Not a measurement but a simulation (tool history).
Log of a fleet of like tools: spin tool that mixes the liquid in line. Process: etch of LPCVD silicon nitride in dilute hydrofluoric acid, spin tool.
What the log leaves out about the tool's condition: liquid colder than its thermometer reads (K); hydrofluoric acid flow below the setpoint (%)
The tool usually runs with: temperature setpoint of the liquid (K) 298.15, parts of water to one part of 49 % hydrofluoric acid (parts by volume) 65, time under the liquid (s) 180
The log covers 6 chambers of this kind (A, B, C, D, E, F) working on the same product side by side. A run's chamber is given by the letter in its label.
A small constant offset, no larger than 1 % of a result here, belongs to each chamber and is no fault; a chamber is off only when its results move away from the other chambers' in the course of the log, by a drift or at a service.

| run | hour | temperature setpoint of the liquid (K) | parts of water to one part of 49 % hydrofluoric acid (parts by volume) | time under the liquid (s) | hours since the thermometer was replaced | hours since the hydrofluoric acid flow meter was replaced | read-back film thickness of the LPCVD silicon nitride reference wafer, read on the same gauge (nm) | thickness taken off the LPCVD silicon nitride on a monitor wafer (angstrom) |
|---|---|---|---|---|---|---|---|---|
|  | 1.3 | chamber D: thermometer replaced |
| 1A | 5.0 | 298.15 | 65 | 180 | 102.1 | 1130.5 | 120.02 | 14.3050 |
| 2C | 8.9 | 298.15 | 65 | 180 | 350.4 | 340.1 | 120.01 | 14.0650 |
| 3B | 12.3 | 298.15 | 65 | 180 | 761.3 | 1042.3 | 120.02 | 14.1190 |
| 4D | 16.7 | 298.15 | 65 | 180 | 15.4 | 1043.1 | 119.99 | 13.8090 |
| 5F | 20.9 | 298.15 | 65 | 180 | 850.7 | 495.2 | 119.98 | 14.4800 |
| 6E | 27.6 | 298.15 | 65 | 180 | 2978.1 | 511.4 | 120.03 | 14.8180 |
| 7E | 34.6 | 298.15 | 65 | 125 | 2985.1 | 518.4 | 119.99 | 9.5664 |
| 8A | 41.5 | 298.15 | 65 | 125 | 138.6 | 1167.0 | 119.99 | 9.6273 |
| 9F | 46.1 | 298.15 | 65 | 125 | 875.9 | 520.4 | 119.99 | 9.9200 |
| 10B | 53.6 | 298.15 | 65 | 125 | 802.6 | 1083.6 | 120.00 | 9.8369 |
| 11C | 58.0 | 298.15 | 65 | 125 | 399.5 | 389.2 | 120.00 | 10.0910 |
| 12D | 62.2 | 298.15 | 65 | 125 | 60.9 | 1088.6 | 119.99 | 9.7626 |
| 13A | 66.2 | 298.15 | 65 | 180 | 163.3 | 1191.7 | 120.02 | 13.4320 |
| 14D | 70.9 | 298.15 | 65 | 180 | 69.6 | 1097.3 | 120.00 | 14.5570 |
| 15E | 75.0 | 298.15 | 65 | 180 | 3025.5 | 558.8 | 119.98 | 14.0600 |
| 16C | 81.5 | 298.15 | 65 | 180 | 423.0 | 412.7 | 120.01 | 13.9140 |
| 17B | 86.6 | 298.15 | 65 | 180 | 835.6 | 1116.6 | 120.00 | 14.0730 |
| 18F | 90.6 | 298.15 | 65 | 180 | 920.4 | 564.9 | 120.00 | 13.8600 |
| 19C | 96.8 | 298.15 | 65 | 180 | 438.3 | 428.0 | 120.01 | 13.9050 |
| 20D | 104.0 | 298.15 | 65 | 180 | 102.7 | 1130.4 | 119.99 | 14.0370 |
|  | 105.4 | chamber B: hydrofluoric acid flow meter replaced |
| 21E | 107.8 | 298.15 | 65 | 180 | 3058.3 | 591.6 | 120.01 | 14.0390 |
| 22A | 113.3 | 298.15 | 65 | 180 | 210.4 | 1238.8 | 120.00 | 13.7610 |
| 23B | 120.1 | 295.15 | 65 | 260 | 869.1 | 14.7 | 120.01 | 16.5350 |
| 24F | 124.5 | 295.15 | 65 | 260 | 954.3 | 598.8 | 119.99 | 16.7650 |
| 25A | 130.1 | 295.15 | 65 | 260 | 227.2 | 1255.6 | 120.01 | 16.9340 |
| 26D | 137.4 | 295.15 | 65 | 260 | 136.1 | 1163.8 | 120.01 | 16.0760 |
| 27F | 144.4 | 295.15 | 65 | 260 | 974.2 | 618.7 | 120.01 | 17.0210 |
| 28B | 152.0 | 295.15 | 65 | 260 | 901.0 | 46.6 | 120.01 | 15.7820 |
|  | 155.3 | chamber E: thermometer replaced |
| 29C | 159.0 | 298.15 | 65 | 180 | 500.5 | 490.2 | 119.99 | 14.5460 |
| 30E | 164.4 | 298.15 | 65 | 180 | 9.2 | 648.2 | 119.99 | 14.1500 |
| 31E | 170.2 | 293.15 | 40 | 180 | 15.0 | 654.0 | 120.03 | 16.3670 |
| 32F | 177.2 | 293.15 | 40 | 180 | 1007.0 | 651.5 | 119.99 | 16.0060 |
| 33A | 183.8 | 293.15 | 40 | 180 | 280.9 | 1309.3 | 119.99 | 15.6730 |
| 34B | 189.7 | 293.15 | 40 | 180 | 938.7 | 84.3 | 119.99 | 16.2510 |
| 35C | 195.0 | 293.15 | 40 | 180 | 536.5 | 526.2 | 119.99 | 15.9600 |
| 36D | 199.4 | 293.15 | 40 | 180 | 198.1 | 1225.8 | 120.01 | 15.7220 |

All chambers now run identical settings, listed one chamber a line with results as question marks. What results will each chamber show?
| 37A | 205.0 | 298.15 | 65 | 180 |  |  |  | ? |
| 37B | 205.0 | 298.15 | 65 | 180 |  |  |  | ? |
| 37C | 205.0 | 298.15 | 65 | 180 |  |  |  | ? |
| 37D | 205.0 | 298.15 | 65 | 180 |  |  |  | ? |
| 37E | 205.0 | 298.15 | 65 | 180 |  |  |  | ? |
| 37F | 205.0 | 298.15 | 65 | 180 |  |  |  | ? |

| run | thickness taken off the LPCVD silicon nitride on a monitor wafer (angstrom) |
|---|---|
| 37A | 13.3970 |
| 37B | 13.8070 |
| 37C | 14.3450 |
| 37D | 13.8980 |
| 37E | 14.1940 |
| 37F | 14.4980 |

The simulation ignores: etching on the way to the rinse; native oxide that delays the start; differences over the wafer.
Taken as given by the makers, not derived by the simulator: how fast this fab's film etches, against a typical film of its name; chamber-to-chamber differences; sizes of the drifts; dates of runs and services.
